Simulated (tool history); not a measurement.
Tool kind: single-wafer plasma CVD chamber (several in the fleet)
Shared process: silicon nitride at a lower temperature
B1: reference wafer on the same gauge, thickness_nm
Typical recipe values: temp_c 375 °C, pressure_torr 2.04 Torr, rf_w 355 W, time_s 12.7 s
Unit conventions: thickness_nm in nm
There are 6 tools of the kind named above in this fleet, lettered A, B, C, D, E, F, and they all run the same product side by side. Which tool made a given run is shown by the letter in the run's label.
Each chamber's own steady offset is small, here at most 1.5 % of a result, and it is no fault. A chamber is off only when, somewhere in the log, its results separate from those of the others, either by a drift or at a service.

run 1B hour=9.8 | temp_c=375 pressure_torr=2.04 rf_w=355 time_s=12.7 | B1=18.098 | thickness_nm=17.464
run 2A hour=17.1 | temp_c=375 pressure_torr=2.04 rf_w=355 time_s=12.7 | B1=18.095 | thickness_nm=17.781
-- hour=19.7 chamber D: capacitance manometer re-zeroed and calibrated
run 3D hour=27.2 | temp_c=375 pressure_torr=2.04 rf_w=355 time_s=12.7 | B1=18.096 | thickness_nm=17.545
run 4E hour=32.8 | temp_c=375 pressure_torr=2.04 rf_w=355 time_s=12.7 | B1=18.092 | thickness_nm=17.653
run 5C hour=40 | temp_c=375 pressure_torr=2.04 rf_w=355 time_s=12.7 | B1=18.088 | thickness_nm=17.678
run 6F hour=48.3 | temp_c=375 pressure_torr=2.04 rf_w=410 time_s=12.7 | B1=18.087 | thickness_nm=19.545
run 7B hour=56.8 | temp_c=375 pressure_torr=2.04 rf_w=410 time_s=12.7 | B1=18.086 | thickness_nm=19.071
-- hour=59.1 chamber C: thermocouple changed; heater temperature recalibrated
run 8D hour=65.5 | temp_c=375 pressure_torr=2.04 rf_w=410 time_s=12.7 | B1=18.081 | thickness_nm=19.137
run 9F hour=75.9 | temp_c=375 pressure_torr=2.04 rf_w=410 time_s=12.7 | B1=18.078 | thickness_nm=19.52
run 10E hour=82.1 | temp_c=375 pressure_torr=2.04 rf_w=410 time_s=12.7 | B1=18.075 | thickness_nm=19.237
-- hour=92.8 chamber E: RF generator calibrated
run 11C hour=93.1 | temp_c=375 pressure_torr=2.04 rf_w=410 time_s=12.7 | B1=18.073 | thickness_nm=19.28
run 12A hour=98.9 | temp_c=375 pressure_torr=2.04 rf_w=355 time_s=12.7 | B1=18.072 | thickness_nm=17.826
run 13C hour=106.8 | temp_c=375 pressure_torr=2.04 rf_w=355 time_s=12.7 | B1=18.06 | thickness_nm=17.616
run 14B hour=113.1 | temp_c=375 pressure_torr=2.04 rf_w=355 time_s=12.7 | B1=18.063 | thickness_nm=17.396
run 15A hour=122.3 | temp_c=375 pressure_torr=2.04 rf_w=355 time_s=12.7 | B1=18.068 | thickness_nm=17.731
run 16D hour=129.9 | temp_c=375 pressure_torr=2.04 rf_w=355 time_s=12.7 | B1=18.061 | thickness_nm=17.534
run 17F hour=139.1 | temp_c=375 pressure_torr=2.04 rf_w=355 time_s=12.7 | B1=18.057 | thickness_nm=17.833
run 18E hour=150.5 | temp_c=375 pressure_torr=2.04 rf_w=355 time_s=12.7 | B1=18.05 | thickness_nm=17.626
run 19C hour=158.1 | temp_c=375 pressure_torr=2.04 rf_w=355 time_s=12.7 | B1=18.05 | thickness_nm=17.605
run 20A hour=168.8 | temp_c=375 pressure_torr=2.04 rf_w=355 time_s=12.7 | B1=18.05 | thickness_nm=17.777
run 21E hour=178.9 | temp_c=375 pressure_torr=1.88 rf_w=355 time_s=14.5 | B1=18.048 | thickness_nm=19.618
run 22F hour=187.9 | temp_c=375 pressure_torr=1.88 rf_w=355 time_s=14.5 | B1=18.044 | thickness_nm=19.925
run 23D hour=194.6 | temp_c=375 pressure_torr=1.88 rf_w=355 time_s=14.5 | B1=18.046 | thickness_nm=19.516
run 24B hour=203.4 | temp_c=375 pressure_torr=1.88 rf_w=355 time_s=14.5 | B1=18.048 | thickness_nm=19.403
run 25A hour=212 | temp_c=375 pressure_torr=1.88 rf_w=355 time_s=14.5 | B1=18.035 | thickness_nm=19.847
run 26F hour=218.9 | temp_c=375 pressure_torr=1.88 rf_w=355 time_s=14.5 | B1=18.039 | thickness_nm=19.896
run 27D hour=227.9 | temp_c=375 pressure_torr=2.04 rf_w=355 time_s=12.7 | B1=18.028 | thickness_nm=17.485
run 28E hour=236 | temp_c=375 pressure_torr=2.04 rf_w=355 time_s=12.7 | B1=18.026 | thickness_nm=17.628
run 29B hour=247.2 | temp_c=375 pressure_torr=2.04 rf_w=355 time_s=12.7 | B1=18.033 | thickness_nm=17.36
run 30C hour=256.2 | temp_c=375 pressure_torr=2.04 rf_w=355 time_s=12.7 | B1=18.026 | thickness_nm=17.564
run 31E hour=267 | temp_c=375 pressure_torr=2.04 rf_w=355 time_s=12.7 | B1=18.018 | thickness_nm=17.595
run 32B hour=274 | temp_c=375 pressure_torr=2.04 rf_w=355 time_s=12.7 | B1=18.015 | thickness_nm=17.349
run 33C hour=284.6 | temp_c=375 pressure_torr=2.04 rf_w=355 time_s=12.7 | B1=18.013 | thickness_nm=17.563
run 34F hour=291.8 | temp_c=375 pressure_torr=2.04 rf_w=355 time_s=12.7 | B1=18.007 | thickness_nm=17.789
run 35A hour=298.9 | temp_c=375 pressure_torr=2.04 rf_w=355 time_s=12.7 | B1=18.008 | thickness_nm=17.734
run 36D hour=308.7 | temp_c=375 pressure_torr=2.04 rf_w=355 time_s=12.7 | B1=18.005 | thickness_nm=17.474
run 37E hour=314.4 | temp_c=375 pressure_torr=2.04 rf_w=355 time_s=12.7 | B1=18.003 | thickness_nm=17.557
run 38A hour=324.7 | temp_c=375 pressure_torr=2.04 rf_w=355 time_s=12.7 | B1=17.998 | thickness_nm=17.686

All 6 chambers run these settings next. Forecast each chamber's results:
run 39A hour=332.9 | temp_c=375 pressure_torr=2.04 rf_w=355 time_s=12.7 | thickness_nm=?
run 39B hour=332.9 | temp_c=375 pressure_torr=2.04 rf_w=355 time_s=12.7 | thickness_nm=?
run 39C hour=332.9 | temp_c=375 pressure_torr=2.04 rf_w=355 time_s=12.7 | thickness_nm=?
run 39D hour=332.9 | temp_c=375 pressure_torr=2.04 rf_w=355 time_s=12.7 | thickness_nm=?
run 39E hour=332.9 | temp_c=375 pressure_torr=2.04 rf_w=355 time_s=12.7 | thickness_nm=?
run 39F hour=332.9 | temp_c=375 pressure_torr=2.04 rf_w=355 time_s=12.7 | thickness_nm=?

run=39A thickness_nm=17.746
run=39B thickness_nm=17.32
run=39C thickness_nm=17.549
run=39D thickness_nm=17.455
run=39E thickness_nm=17.558
run=39F thickness_nm=17.76
